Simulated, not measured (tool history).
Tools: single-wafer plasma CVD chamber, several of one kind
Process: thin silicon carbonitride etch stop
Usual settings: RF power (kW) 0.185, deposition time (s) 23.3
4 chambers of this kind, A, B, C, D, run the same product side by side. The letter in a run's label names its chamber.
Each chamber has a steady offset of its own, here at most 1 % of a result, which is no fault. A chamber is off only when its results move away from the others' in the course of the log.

run  hour  RF power (kW)  deposition time (s)  hours since the last thermocouple change  hours since the last RF generator calibration  read-back reference wafer on the same gauge, thickness_nm  mean film thickness on the monitor wafer (Å)
 1D   2.5          0.185                 23.3                                    1004.0                                         1519.6                                                     11.793                                        128.71
 2C   6.1          0.185                 23.3                                     641.5                                          267.6                                                     11.803                                        129.66
 3B  10.0          0.185                 23.3                                    1217.3                                          699.8                                                     11.800                                        128.85
     13.9  -- chamber B: thermocouple changed; heater temperature recalibrated
 4A  14.6          0.185                 23.3                                     601.8                                          990.6                                                     11.799                                        128.80
 5A  17.4          0.185                 23.3                                     604.6                                          993.4                                                     11.796                                        128.38
 6C  21.4          0.185                 23.3                                     656.8                                          282.9                                                     11.798                                        130.05
 7B  25.4          0.185                 23.3                                      11.5                                          715.2                                                     11.798                                        129.40
 8D  28.7          0.185                 23.3                                    1030.2                                         1545.8                                                     11.795                                        128.73
 9B  33.3          0.185                 23.3                                      19.4                                          723.1                                                     11.801                                        129.30
10D  37.5          0.185                 23.3                                    1039.0                                         1554.6                                                     11.798                                        128.08
11A  41.5          0.185                 23.3                                     628.7                                         1017.5                                                     11.795                                        128.43
12C  44.9          0.185                 23.3                                     680.3                                          306.4                                                     11.802                                        129.82
13A  49.5          0.185                 23.3                                     636.7                                         1025.5                                                     11.801                                        128.25
14B  52.3          0.185                 23.3                                      38.4                                          742.1                                                     11.804                                        129.70
15C  54.5          0.170                 18.8                                     689.9                                          316.0                                                     11.798                                        102.04
16D  56.7          0.170                 18.8                                    1058.2                                         1573.8                                                     11.800                                        101.06
17D  60.4          0.170                 18.8                                    1061.9                                         1577.5                                                     11.802                                        101.26
18B  64.9          0.170                 18.8                                      51.0                                          754.7                                                     11.800                                        101.93
19A  69.4          0.185                 23.3                                     656.6                                         1045.4                                                     11.800                                        128.75
20C  72.0          0.210                 19.5                                     707.4                                          333.5                                                     11.800                                        113.05
21D  76.4          0.210                 19.5                                    1077.9                                         1593.5                                                     11.801                                        112.00
22C  79.9          0.210                 19.5                                     715.3                                          341.4                                                     11.801                                        113.01
23A  82.3          0.210                 19.5                                     669.5                                         1058.3                                                     11.798                                        111.60
24B  85.2          0.185                 23.3                                      71.3                                          775.0                                                     11.799                                        129.31
25B  88.5          0.170                 20.2                                      74.6                                          778.3                                                     11.799                                        109.32
26A  92.2          0.170                 20.2                                     679.4                                         1068.2                                                     11.809                                        108.44

Next, every chamber runs the same settings. What will each give?
27A  95.6          0.185                 23.3                                                                                                                                                                                                 ?
27B  95.6          0.185                 23.3                                                                                                                                                                                                 ?
27C  95.6          0.185                 23.3                                                                                                                                                                                                 ?
27D  95.6          0.185                 23.3                                                                                                                                                                                                 ?

run  mean film thickness on the monitor wafer (Å)
27A                                        129.03
27B                                        129.92
27C                                        130.04
27D                                        128.68
